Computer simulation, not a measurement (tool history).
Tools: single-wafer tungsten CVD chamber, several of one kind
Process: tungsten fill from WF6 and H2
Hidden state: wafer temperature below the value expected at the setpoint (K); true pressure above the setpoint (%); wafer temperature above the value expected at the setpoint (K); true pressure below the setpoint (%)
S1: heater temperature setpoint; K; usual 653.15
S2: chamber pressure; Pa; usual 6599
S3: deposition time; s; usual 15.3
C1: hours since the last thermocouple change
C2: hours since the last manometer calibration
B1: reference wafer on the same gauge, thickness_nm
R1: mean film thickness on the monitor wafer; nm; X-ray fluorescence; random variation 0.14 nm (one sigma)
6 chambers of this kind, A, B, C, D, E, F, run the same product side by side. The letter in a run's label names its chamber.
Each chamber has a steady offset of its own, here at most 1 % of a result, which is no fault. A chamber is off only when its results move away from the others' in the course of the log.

| run | hour | S1 | S2 | S3 | C1 | C2 | B1 | R1 |
|---|---|---|---|---|---|---|---|---|
| 1D | 9.7 | 653.15 | 6599 | 15.3 | 867.2 | 35.4 | 43.479 | 37.856 |
| 2A | 18.8 | 653.15 | 6599 | 15.3 | 1072.6 | 762.5 | 43.468 | 38.312 |
| 3F | 32.7 | 653.15 | 6599 | 15.3 | 1038.4 | 369.6 | 43.521 | 37.965 |
| 4B | 46.6 | 653.15 | 6599 | 15.3 | 853.8 | 2035.5 | 43.503 | 37.905 |
| 5C | 56.0 | 653.15 | 6599 | 15.3 | 1520.1 | 1196.8 | 43.467 | 37.911 |
| 6E | 69.5 | 653.15 | 6599 | 15.3 | 1058.5 | 395.5 | 43.512 | 37.845 |
| 7E | 77.0 | 653.15 | 6599 | 15.3 | 1066.0 | 403.0 | 43.537 | 37.698 |
| 8F | 90.3 | 653.15 | 6599 | 15.3 | 1096.0 | 427.2 | 43.507 | 37.385 |
| 9C | 101.9 | 653.15 | 6599 | 15.3 | 1566.0 | 1242.7 | 43.489 | 38.055 |
| 10D | 116.8 | 653.15 | 6599 | 15.3 | 974.3 | 142.5 | 43.502 | 38.152 |
| 11A | 127.7 | 653.15 | 6599 | 15.3 | 1181.5 | 871.4 | 43.515 | 37.804 |
|  | 140.6 | chamber B: capacitance manometer re-zeroed and calibrated |
| 12B | 141.0 | 653.15 | 6599 | 15.3 | 948.2 | 0.4 | 43.464 | 38.543 |
| 13B | 148.8 | 653.15 | 6599 | 15.3 | 956.0 | 8.2 | 43.534 | 38.495 |
| 14C | 158.0 | 653.15 | 6599 | 15.3 | 1622.1 | 1298.8 | 43.540 | 38.124 |
| 15A | 166.0 | 659.15 | 5186 | 15.3 | 1219.8 | 909.7 | 43.491 | 38.123 |
| 16E | 177.5 | 659.15 | 5186 | 15.3 | 1166.5 | 503.5 | 43.490 | 38.442 |
| 17F | 190.2 | 659.15 | 5186 | 15.3 | 1195.9 | 527.1 | 43.502 | 37.947 |
| 18D | 201.7 | 659.15 | 5186 | 15.3 | 1059.2 | 227.4 | 43.490 | 38.128 |
| 19C | 214.9 | 659.15 | 5186 | 15.3 | 1679.0 | 1355.7 | 43.507 | 38.756 |
| 20D | 226.5 | 659.15 | 5186 | 15.3 | 1084.0 | 252.2 | 43.503 | 38.190 |
| 21A | 235.8 | 653.15 | 6599 | 15.3 | 1289.6 | 979.5 | 43.492 | 37.773 |
| 22B | 244.9 | 653.15 | 6599 | 15.3 | 1052.1 | 104.3 | 43.505 | 39.090 |
| 23E | 257.1 | 664.15 | 6599 | 13.3 | 1246.1 | 583.1 | 43.511 | 41.093 |
| 24F | 266.1 | 664.15 | 6599 | 13.3 | 1271.8 | 603.0 | 43.499 | 40.685 |
| 25D | 273.5 | 664.15 | 6599 | 13.3 | 1131.0 | 299.2 | 43.545 | 41.321 |
| 26C | 286.1 | 664.15 | 6599 | 13.3 | 1750.2 | 1426.9 | 43.492 | 41.242 |
| 27A | 294.0 | 664.15 | 6599 | 13.3 | 1347.8 | 1037.7 | 43.481 | 41.077 |
| 28F | 305.4 | 664.15 | 6599 | 13.3 | 1311.1 | 642.3 | 43.508 | 40.420 |
|  | 310.0 | chamber F: thermocouple changed; heater temperature recalibrated |
| 29E | 317.8 | 653.15 | 6599 | 15.3 | 1306.8 | 643.8 | 43.464 | 37.649 |
| 30B | 326.4 | 653.15 | 6599 | 15.3 | 1133.6 | 185.8 | 43.489 | 39.458 |
| 31C | 333.8 | 653.15 | 6599 | 15.3 | 1797.9 | 1474.6 | 43.505 | 37.983 |
| 32D | 344.4 | 653.15 | 6599 | 15.3 | 1201.9 | 370.1 | 43.514 | 38.084 |
| 33E | 356.7 | 653.15 | 6599 | 15.3 | 1345.7 | 682.7 | 43.520 | 37.950 |
| 34F | 366.4 | 653.15 | 6599 | 15.3 | 56.4 | 703.3 | 43.493 | 37.710 |
| 35B | 375.7 | 653.15 | 6599 | 15.3 | 1182.9 | 235.1 | 43.542 | 39.724 |
| 36A | 382.5 | 653.15 | 6599 | 15.3 | 1436.3 | 1126.2 | 43.488 | 37.922 |
| 37B | 396.4 | 653.15 | 6599 | 15.3 | 1203.6 | 255.8 | 43.494 | 40.122 |
| 38F | 403.6 | 653.15 | 6599 | 15.3 | 93.6 | 740.5 | 43.512 | 37.599 |
| 39D | 411.9 | 653.15 | 6599 | 15.3 | 1269.4 | 437.6 | 43.509 | 37.894 |
| 40C | 421.4 | 653.15 | 6599 | 15.3 | 1885.5 | 1562.2 | 43.495 | 38.064 |

Is one chamber off against the others, does the gauge drift, or is nothing wrong? If a chamber is off, say which, and what the likeliest cause is.

Chamber B drifts away from the others.
Cause: wafer temperature above the value expected at the setpoint (K) = 2.57.

Here are 4 candidates for chamber B's next run, each the usual settings with a change, their results left as question marks. Which one brings its results back in line with what the others give on the usual settings?
In line means no further than this from the other chambers' mean on the usual settings: R1 0.480 nm
| 41B-1 | 432.2 | 650.15 | 6466 | 14.8 |  |  |  | ? |
| 41B-2 | 432.2 | 653.15 | 8293 | 15.3 |  |  |  | ? |
| 41B-3 | 432.2 | 651.15 | 6599 | 15.0 |  |  |  | ? |
| 41B-4 | 432.2 | 655.15 | 6599 | 15.6 |  |  |  | ? |

The other chambers' mean on the usual settings: R1 37.857 nm
| run | R1 |
|---|---|
| 41B-1 | 36.186 |
| 41B-2 | 44.350 |
| 41B-3 | 37.765 |
| 41B-4 | 42.501 |
41B-3 brings the chamber back in line.
